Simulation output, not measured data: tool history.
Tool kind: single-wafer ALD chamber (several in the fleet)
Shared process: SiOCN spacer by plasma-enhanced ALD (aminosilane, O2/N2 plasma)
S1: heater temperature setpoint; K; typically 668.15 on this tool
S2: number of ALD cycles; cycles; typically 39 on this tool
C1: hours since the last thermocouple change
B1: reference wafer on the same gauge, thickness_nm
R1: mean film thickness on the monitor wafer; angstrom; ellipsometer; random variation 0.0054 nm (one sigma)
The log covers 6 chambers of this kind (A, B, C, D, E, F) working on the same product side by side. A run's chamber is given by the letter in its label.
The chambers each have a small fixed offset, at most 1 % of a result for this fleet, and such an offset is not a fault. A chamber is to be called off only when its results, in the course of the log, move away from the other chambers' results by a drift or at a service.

Run 1B, day 0.192: usual settings; C1 1384; B1 1.9999. Result: R1 23.354 angstrom.
Run 2C, day 0.35: usual settings; C1 1355.2; B1 2.0012. Result: R1 23.549 angstrom.
Run 3E, day 0.529: usual settings; C1 1928.7; B1 1.9982. Result: R1 23.531 angstrom.
Run 4F, day 0.646: usual settings; C1 1336.7; B1 1.9991. Result: R1 23.658 angstrom.
Run 5D, day 0.867: usual settings; C1 373.7; B1 1.9988. Result: R1 23.391 angstrom.
Run 6A, day 1.021: usual settings; C1 523.5; B1 1.9998. Result: R1 23.597 angstrom.
Run 7F, day 1.242: usual settings; C1 1351; B1 1.999. Result: R1 23.645 angstrom.
Run 8E, day 1.458: usual settings; C1 1951; B1 1.9997. Result: R1 23.481 angstrom.
Run 9C, day 1.621: usual settings; C1 1385.7; B1 2.0006. Result: R1 23.526 angstrom.
Run 10B, day 1.775: usual settings; C1 1422; B1 1.9989. Result: R1 23.453 angstrom.
Run 11A, day 1.908: usual settings; C1 544.8; B1 2.0009. Result: R1 23.594 angstrom.
Run 12D, day 2.125: usual settings but S1 677.15 K; C1 403.9; B1 2.0006. Result: R1 23.228 angstrom.
Run 13D, day 2.325: usual settings but S1 677.15 K; C1 408.7; B1 1.999. Result: R1 23.137 angstrom.
Run 14F, day 2.475: usual settings but S1 677.15 K; C1 1380.6; B1 2. Result: R1 23.108 angstrom.
Run 15A, day 2.612: usual settings but S1 677.15 K; C1 561.7; B1 1.9995. Result: R1 23.253 angstrom.
Run 16B, day 2.792: usual settings but S1 677.15 K; C1 1446.4; B1 2.0003. Result: R1 22.869 angstrom.
Run 17C, day 2.996: usual settings but S1 677.15 K; C1 1418.7; B1 2.0005. Result: R1 23.196 angstrom.
Run 18E, day 3.108: usual settings but S1 679.15 K, S2 36 cycles; C1 1990.6; B1 2. Result: R1 21.152 angstrom.
Run 19E, day 3.229: usual settings but S1 679.15 K, S2 36 cycles; C1 1993.5; B1 1.9986. Result: R1 21.131 angstrom.
Run 20C, day 3.379: usual settings but S1 679.15 K, S2 36 cycles; C1 1427.9; B1 2.0002. Result: R1 21.399 angstrom.
Run 21A, day 3.508: usual settings but S1 679.15 K, S2 36 cycles; C1 583.2; B1 1.9996. Result: R1 21.293 angstrom.
Run 22F, day 3.717: usual settings but S1 679.15 K, S2 36 cycles; C1 1410.4; B1 2.0003. Result: R1 21.079 angstrom.
Run 23B, day 3.833: usual settings but S1 679.15 K, S2 36 cycles; C1 1471.4; B1 2.0005. Result: R1 21.09 angstrom.
Run 24D, day 4.012: usual settings; C1 449.2; B1 1.9997. Result: R1 23.434 angstrom.
Run 25A, day 4.204: usual settings; C1 599.9; B1 1.9981. Result: R1 23.719 angstrom.
Run 26C, day 4.421: usual settings; C1 1452.9; B1 1.9999. Result: R1 23.577 angstrom.
Run 27F, day 4.596: usual settings; C1 1431.5; B1 1.9991. Result: R1 23.557 angstrom.
Run 28B, day 4.779: usual settings; C1 1494.1; B1 2.0002. Result: R1 23.476 angstrom.
Run 29D, day 5.004: usual settings; C1 473; B1 2.0002. Result: R1 23.366 angstrom.
Run 30E, day 5.112: usual settings; C1 2038.7; B1 1.9992. Result: R1 23.479 angstrom.
Run 31A, day 5.283: usual settings but S1 679.15 K, S2 32 cycles; C1 625.8; B1 2.0003. Result: R1 19.039 angstrom.
Run 32C, day 5.429: usual settings but S1 679.15 K, S2 32 cycles; C1 1477.1; B1 1.9991. Result: R1 19.008 angstrom.
Run 33B, day 5.65: usual settings but S1 679.15 K, S2 32 cycles; C1 1515; B1 1.9996. Result: R1 18.632 angstrom.
Run 34D, day 5.85: usual settings but S1 679.15 K, S2 32 cycles; C1 493.3; B1 2.0005. Result: R1 18.809 angstrom.
Run 35E, day 6.029: usual settings but S1 679.15 K, S2 32 cycles; C1 2060.7; B1 1.9996. Result: R1 18.782 angstrom.
Run 36F, day 6.192: usual settings but S1 679.15 K, S2 32 cycles; C1 1469.8; B1 2.0001. Result: R1 18.824 angstrom.
Run 37E, day 6.408: usual settings; C1 2069.8; B1 2.0004. Result: R1 23.564 angstrom.
Run 38B, day 6.604: usual settings; C1 1537.9; B1 2.0003. Result: R1 23.372 angstrom.

All 6 chambers run these settings next. Forecast each chamber's results:
Run 39A, day 6.767: usual settings but S1 656.15 K. Result: R1 ?.
Run 39B, day 6.767: usual settings but S1 656.15 K. Result: R1 ?.
Run 39C, day 6.767: usual settings but S1 656.15 K. Result: R1 ?.
Run 39D, day 6.767: usual settings but S1 656.15 K. Result: R1 ?.
Run 39E, day 6.767: usual settings but S1 656.15 K. Result: R1 ?.
Run 39F, day 6.767: usual settings but S1 656.15 K. Result: R1 ?.

run      R1
39A   23.66
39B  23.427
39C  23.595
39D  23.395
39E  23.591
39F  23.736
